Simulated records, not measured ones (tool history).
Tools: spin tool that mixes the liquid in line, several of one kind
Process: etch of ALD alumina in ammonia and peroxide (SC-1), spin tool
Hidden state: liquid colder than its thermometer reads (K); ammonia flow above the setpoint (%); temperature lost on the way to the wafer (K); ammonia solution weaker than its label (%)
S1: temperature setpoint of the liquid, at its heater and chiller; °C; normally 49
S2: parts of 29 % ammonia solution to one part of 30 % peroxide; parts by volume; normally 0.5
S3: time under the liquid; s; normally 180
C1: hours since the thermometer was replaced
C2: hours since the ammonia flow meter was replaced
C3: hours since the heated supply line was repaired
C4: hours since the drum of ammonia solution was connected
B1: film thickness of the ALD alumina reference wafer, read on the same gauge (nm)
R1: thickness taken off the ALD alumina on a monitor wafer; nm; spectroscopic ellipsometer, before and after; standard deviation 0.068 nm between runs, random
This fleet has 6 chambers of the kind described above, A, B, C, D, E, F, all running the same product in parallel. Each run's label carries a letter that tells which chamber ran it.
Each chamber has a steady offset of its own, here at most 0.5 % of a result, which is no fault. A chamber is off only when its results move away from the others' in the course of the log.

run	hour	S1	S2	S3	C1	C2	C3	C4	B1	R1
1B	4.5	49	0.5	180	1023.7	600.6	2416.9	1046	49.997	10.373
2E	8.5	49	0.5	180	1063.5	111	532.9	140.3	50.007	10.455
3C	12.3	49	0.5	180	45.9	220	2519.8	154.1	50.007	10.479
4D	15.2	49	0.5	180	674.5	249.4	600.7	475.5	50.012	10.493
5F	19.3	49	0.5	180	592.4	1036.9	219	233.5	49.985	10.549
6A	23.1	49	0.5	180	1867.2	66.5	1033.2	441.6	50.007	10.346
7C	27	49	0.3	110	60.6	234.7	2534.5	168.8	50.011	6.0939
8A	31.4	49	0.3	110	1875.5	74.8	1041.5	449.9	50.009	6.0764
9E	35.7	49	0.3	110	1090.7	138.2	560.1	167.5	50.004	6.1213
# hour 38.8: chamber D: new drum of ammonia solution connected
10F	40.6	49	0.3	110	613.7	1058.2	240.3	254.8	50.006	6.1537
11B	44.5	49	0.3	110	1063.7	640.6	2456.9	1086	50.012	6.0939
12D	48.1	49	0.3	110	707.4	282.3	633.6	9.3	50.009	6.1048
# hour 48.7: chamber B: new drum of ammonia solution connected
13E	53.5	49	0.5	180	1108.5	156	577.9	185.3	50.013	10.484
14F	56.4	49	0.5	180	629.5	1074	256.1	270.6	49.996	10.605
15C	59.4	49	0.5	180	93	267.1	2566.9	201.2	49.972	10.546
# hour 60.6: chamber B: thermometer replaced
16B	62.4	49	0.5	180	1.8	658.5	2474.8	13.7	49.983	10.649
17A	67.6	49	0.5	180	1911.7	111	1077.7	486.1	50.018	10.24
18D	72.3	49	0.5	180	731.6	306.5	657.8	33.5	49.994	10.417
19F	75.9	49	0.5	180	649	1093.5	275.6	290.1	49.994	10.623
20E	80.8	49	0.5	180	1135.8	183.3	605.2	212.6	50.015	10.535
21B	83.4	49	0.5	180	22.8	679.5	2495.8	34.7	50.001	10.523
22D	87.4	49	0.5	180	746.7	321.6	672.9	48.6	49.986	10.465
23C	90.9	49	0.5	180	124.5	298.6	2598.4	232.7	49.989	10.55
24A	95.4	43.5	0.5	180	1939.5	138.8	1105.5	513.9	49.978	7.7236
25F	98.2	43.5	0.5	180	671.3	1115.8	297.9	312.4	49.973	7.7334
26D	102.8	43.5	0.5	180	762.1	337	688.3	64	49.998	7.579
27A	108.1	43.5	0.5	180	1952.2	151.5	1118.2	526.6	50.001	7.6598
28B	112.3	43.5	0.5	180	51.7	708.4	2524.7	63.6	50.017	7.7317
29C	115.9	43.5	0.5	180	149.5	323.6	2623.4	257.7	49.989	7.6875
30E	118.2	55.5	0.3	180	1173.2	220.7	642.6	250	50.031	14.144
# hour 120.1: chamber F: new drum of ammonia solution connected
31D	122.4	55.5	0.3	180	781.7	356.6	707.9	83.6	49.988	14.149
32A	125.7	55.5	0.3	180	1969.8	169.1	1135.8	544.2	49.987	14.154
33F	130.8	55.5	0.3	180	703.9	1148.4	330.5	10.7	49.996	14.362
34C	133.5	55.5	0.3	180	167.1	341.2	2641	275.3	50.015	14.077
35B	138.2	55.5	0.3	180	77.6	734.3	2550.6	89.5	49.983	14.201
# hour 140: chamber C: new drum of ammonia solution connected
36E	143.1	49	0.5	180	1198.1	245.6	667.5	274.9	50.004	10.467
37C	145.6	49	0.5	180	179.2	353.3	2653.1	5.7	50.022	10.462
38A	149.5	49	0.5	180	1993.6	192.9	1159.6	568	49.989	10.495

One chamber off, gauge drift, or nothing amiss beyond the chambers' own small offsets? If it is a chamber, which one, and what is the likeliest cause?

Neither any chamber nor the gauge drifts; the chambers differ only by their own small, steady offsets.
